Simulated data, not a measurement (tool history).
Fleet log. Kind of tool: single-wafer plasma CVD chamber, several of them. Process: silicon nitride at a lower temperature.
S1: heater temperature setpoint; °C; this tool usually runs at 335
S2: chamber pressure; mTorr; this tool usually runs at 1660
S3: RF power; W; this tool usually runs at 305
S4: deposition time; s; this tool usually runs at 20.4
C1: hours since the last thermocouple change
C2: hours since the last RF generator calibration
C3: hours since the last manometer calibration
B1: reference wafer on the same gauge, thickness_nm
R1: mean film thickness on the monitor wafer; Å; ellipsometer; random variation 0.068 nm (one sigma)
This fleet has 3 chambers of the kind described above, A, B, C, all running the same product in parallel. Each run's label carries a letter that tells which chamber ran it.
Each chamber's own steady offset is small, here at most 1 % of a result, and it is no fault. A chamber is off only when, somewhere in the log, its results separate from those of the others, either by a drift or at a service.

| run | day | S1 | S2 | S3 | S4 | C1 | C2 | C3 | B1 | R1 |
|---|---|---|---|---|---|---|---|---|---|---|
| 1C | 0.408 | 335 | 1660 | 305 | 20.4 | 607.3 | 741.2 | 750.6 | 24.997 | 244.63 |
| 2A | 0.892 | 335 | 1660 | 305 | 20.4 | 439.8 | 861.6 | 1348.6 | 25.004 | 247.91 |
| 3B | 1.25 | 335 | 1660 | 305 | 20.4 | 1562.6 | 1434.7 | 111.6 | 25.011 | 246.52 |
| 4C | 1.517 | 335 | 1660 | 305 | 20.4 | 633.9 | 767.8 | 777.2 | 24.99 | 242.75 |
| 5A | 1.779 | 335 | 1660 | 305 | 20.4 | 461.1 | 882.9 | 1369.9 | 24.995 | 247.04 |
| 6B | 2.317 | 335 | 1660 | 305 | 20.4 | 1588.2 | 1460.3 | 137.2 | 25.006 | 245.31 |
| 7C | 2.792 | 335 | 1660 | 305 | 20.4 | 664.5 | 798.4 | 807.8 | 25.01 | 243.28 |
| 8B | 3.312 | 335 | 1660 | 255 | 20.4 | 1612.1 | 1484.2 | 161.1 | 24.987 | 218.23 |
| 9A | 3.571 | 335 | 1660 | 255 | 20.4 | 504.1 | 925.9 | 1412.9 | 24.979 | 217.21 |
| 10B | 3.933 | 335 | 1660 | 255 | 20.4 | 1627 | 1499.1 | 176 | 25.011 | 217.24 |
| 11C | 4.271 | 335 | 1660 | 305 | 20.4 | 700 | 833.9 | 843.3 | 25.018 | 243.53 |
| 12A | 4.733 | 335 | 1660 | 305 | 17.9 | 532 | 953.8 | 1440.8 | 25.007 | 217.29 |
| 13B | 5.029 | 335 | 1660 | 305 | 17.9 | 1653.3 | 1525.4 | 202.3 | 25.01 | 216.57 |
| 14A | 5.529 | 335 | 1660 | 305 | 17.9 | 551.1 | 972.9 | 1459.9 | 24.989 | 216.94 |
| 15C | 5.812 | 335 | 1660 | 305 | 20.4 | 737 | 870.9 | 880.3 | 25.004 | 243.56 |
| 16B | 6.325 | 326 | 1660 | 305 | 20.4 | 1684.4 | 1556.5 | 233.4 | 24.993 | 247.39 |
|  | 6.342 | chamber A: RF generator calibrated |
| 17A | 6.579 | 326 | 1660 | 305 | 20.4 | 576.3 | 5.8 | 1485.1 | 25.013 | 247.91 |
| 18C | 6.992 | 326 | 1660 | 305 | 20.4 | 765.3 | 899.2 | 908.6 | 25.018 | 243.8 |
| 19C | 7.308 | 335 | 1660 | 305 | 20.4 | 772.9 | 906.8 | 916.2 | 25.011 | 242.74 |
| 20B | 7.708 | 335 | 1660 | 305 | 20.4 | 1717.6 | 1589.7 | 266.6 | 25.009 | 245.03 |
| 21A | 8.067 | 335 | 1660 | 305 | 20.4 | 612 | 41.5 | 1520.8 | 25.013 | 248.7 |
| 22C | 8.388 | 335 | 2010 | 305 | 16.4 | 798.8 | 932.7 | 942.1 | 25.003 | 206.72 |
| 23B | 8.854 | 335 | 2010 | 305 | 16.4 | 1745.1 | 1617.2 | 294.1 | 25.011 | 208.13 |
| 24A | 9.15 | 335 | 2010 | 305 | 16.4 | 638 | 67.5 | 1546.8 | 24.99 | 208.21 |
| 25A | 9.438 | 335 | 1660 | 305 | 20.4 | 644.9 | 74.4 | 1553.7 | 25.012 | 246.8 |
| 26C | 9.871 | 335 | 1660 | 305 | 20.4 | 834.4 | 968.3 | 977.7 | 25.005 | 243.81 |
| 27B | 10.292 | 335 | 1660 | 305 | 20.4 | 1779.6 | 1651.7 | 328.6 | 25.001 | 245.65 |
| 28A | 10.738 | 335 | 1660 | 305 | 20.4 | 676.1 | 105.6 | 1584.9 | 25.004 | 245.08 |
| 29C | 11.117 | 335 | 1660 | 265 | 20.4 | 864.3 | 998.2 | 1007.6 | 25.013 | 220.76 |

Read the log: is a single chamber off, either drifting away or since a service, is the gauge that measures every chamber drifting, or is nothing wrong beyond small per-chamber offsets? Name any odd chamber and what most likely caused it.

No chamber stands off beyond its own small offset, and the gauge holds steady.
